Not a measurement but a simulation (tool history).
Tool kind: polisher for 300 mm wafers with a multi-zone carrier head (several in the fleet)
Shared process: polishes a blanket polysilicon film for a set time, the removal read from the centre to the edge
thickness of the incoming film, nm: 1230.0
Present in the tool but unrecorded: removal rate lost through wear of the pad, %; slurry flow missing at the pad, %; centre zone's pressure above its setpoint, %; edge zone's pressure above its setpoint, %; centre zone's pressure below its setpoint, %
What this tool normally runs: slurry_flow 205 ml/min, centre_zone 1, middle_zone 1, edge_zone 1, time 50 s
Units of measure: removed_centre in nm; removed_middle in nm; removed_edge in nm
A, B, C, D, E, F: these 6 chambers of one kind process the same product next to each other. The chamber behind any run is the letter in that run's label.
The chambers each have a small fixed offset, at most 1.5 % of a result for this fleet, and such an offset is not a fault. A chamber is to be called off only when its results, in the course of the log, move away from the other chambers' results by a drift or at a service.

run    day  slurry_flow  centre_zone  middle_zone  edge_zone  time  wafers polished on this pad  hours since the slurry nozzle was cleaned  hours since the centre zone pressure was calibrated  hours since the edge zone pressure was calibrated  removed_centre  removed_middle  removed_edge
     0.008  -- chamber E: slurry nozzle cleaned
 1B   0.15          205            1            1          1    50                          502                                      200.3                                                223.6                                              627.2          360.45          357.18        354.59
 2F  0.271          205            1            1          1    50                          479                                      222.1                                                453.9                                              461.2          364.33          358.43        358.27
 3A  0.392          205            1            1          1    50                          691                                      100.6                                                 86.7                                              366.9          356.52          361.25        365.15
 4E  0.562          205            1            1          1    50                          515                                       13.4                                                305.9                                               1148          363.57          360.99        360.42
 5C  0.675          205            1            1          1    50                          304                                      214.5                                                422.9                                              104.6          356.92          352.02        359.43
 6D  0.779          205            1            1          1    50                         1047                                         74                                               1591.5                                              137.9          366.12           357.9        361.98
     0.858  -- chamber F: worn pad replaced by a new one
 7B  0.917          205            1            1          1    50                          614                                      218.7                                                  242                                              645.6          356.09          358.06        358.56
     1.004  -- chamber B: slurry nozzle cleaned
 8E   1.05          205            1            1          1    50                          586                                       25.1                                                317.6                                             1159.7          367.29          351.49        358.72
 9D  1.171          205            1            1          1    50                         1104                                       83.4                                               1600.9                                              147.3          367.94          363.07        355.61
10F  1.283          205            1            1          1    50                           62                                      246.4                                                478.2                                              485.5          361.15          356.15         363.8
     1.346  -- chamber C: slurry nozzle cleaned
11C  1.358          205            1            1          1    50                          404                                        0.3                                                439.3                                                121          362.91          354.87        359.28
12A  1.467          205            1            1          1    50                          848                                      126.4                                                112.5                                              392.7          355.28          360.15        357.89
     1.558  -- chamber D: worn pad replaced by a new one
13C  1.579          205         0.92         1.07          1    50                          437                                        5.6                                                444.6                                              126.3          326.79           377.9        362.08
14A  1.671          205         0.92         1.07          1    50                          878                                      131.3                                                117.4                                              397.6          334.12           385.2        360.78
15B    1.8          205         0.92         1.07          1    50                          743                                       19.1                                                263.2                                              666.8          326.81             379        360.99
16D  1.912          205         0.92         1.07          1    50                           52                                      101.2                                               1618.7                                              165.1          326.08          390.05        355.01
17F  2.092          205         0.92         1.07          1    50                          181                                      265.8                                                497.6                                              504.9          329.52          385.39        363.53
     2.229  -- chamber E: worn pad replaced by a new one
18E  2.238          205         0.92         1.07          1    50                            1                                       53.6                                                346.1                                             1188.2          328.15          381.52        360.08
19F  2.362          205            1            1          1    50                          220                                      272.3                                                504.1                                              511.4          361.31          364.64        361.32
20B  2.508          205            1            1          1    50                          847                                       36.1                                                280.2                                              683.8          358.36          351.99        358.17
21C  2.608          205            1            1          1    50                          587                                       30.3                                                469.3                                                151          359.91          354.04        353.05
22A  2.729          240            1            1          1    66                         1033                                      156.7                                                142.8                                                423          486.39          490.83        478.25
23D  2.908          240            1            1          1    66                          198                                      125.1                                               1642.6                                                189          486.06          484.72        477.37
24E  3.062          240            1            1          1    66                          122                                       73.4                                                365.9                                               1208          493.42          476.21        475.83
25A  3.162          240            1            1          1    66                         1097                                      167.1                                                153.2                                              433.4          484.43          488.36        483.44
26B  3.312          240            1            1          1    66                          965                                       55.4                                                299.5                                              703.1          480.46          486.14        479.15
     3.388  -- chamber C: worn pad replaced by a new one
27E  3.492          240            1            1          1    66                          185                                       83.7                                                376.2                                             1218.3          492.51          477.92        482.55
28F  3.604          205            1            1          1    50                          402                                      302.1                                                533.9                                              541.2          356.14          364.38        366.06
     3.717  -- chamber B: worn pad replaced by a new one
29C   3.75          205            1            1       1.08    40                           53                                       57.7                                                496.7                                              178.4           289.7          280.57        300.31
     3.888  -- chamber D: centre zone pressure recalibrated
30D    3.9          205            1            1       1.08    40                          343                                      148.9                                                  0.4                                              212.8           290.3          290.22        295.31
31F  4.075          205            1            1       1.08    40                          471                                      313.4                                                545.2                                              552.5          283.09          288.45        297.25
32C  4.233          205            1            1       1.08    40                          124                                       69.3                                                508.3                                                190          290.05          289.43        302.86
33B  4.396          205            1            1       1.08    40                           99                                       81.4                                                325.5                                              729.1          284.29          287.71        302.98
34D  4.492          205            1            1       1.08    40                          430                                      163.1                                                 14.6                                                227          288.62          287.03        295.94
35E  4.625          205            1            1          1    50                          351                                      110.9                                                403.4                                             1245.5          365.92          354.13        358.32
      4.75  -- chamber A: worn pad replaced by a new one
     4.754  -- chamber F: worn pad replaced by a new one
36A  4.792          205            1            1       0.95    50                            6                                      206.2                                                192.3                                              472.5             361          366.92        350.94
37D  4.883          205            1            1       0.95    50                          487                                      172.5                                                   24                                              236.4          360.29           365.1        348.23
38A  4.983          205            1            1       0.95    50                           34                                      210.8                                                196.9                                              477.1          356.92           368.5        349.99
39F  5.121          205            1            1       0.95    50                           54                                      338.5                                                570.3                                              577.6          362.17          362.49        354.32
40B  5.225          205            1            1       0.95    50                          221                                      101.3                                                345.4                                                749          360.83          362.51        353.92
41C  5.375          205            1            1       0.95    50                          291                                       96.7                                                535.7                                              217.4          355.52          359.31        349.06
42E  5.492          205            1            1          1    50                          478                                      131.7                                                424.2                                             1266.3          370.57           363.2        363.43
43A    5.6          205            1            1          1    50                          124                                      225.6                                                211.7                                              491.9           352.2          367.79        356.59
44B   5.75          205            1            1          1    50                          297                                      113.9                                                  358                                              761.6          360.46          363.33        365.21

Is one chamber out of step, is the gauge drifting, or do the chambers differ by no more than their own small offsets? For an off chamber, give its letter and the likeliest cause.

No chamber is off and the gauge is stable; the differences are just each chamber's small, constant offset.
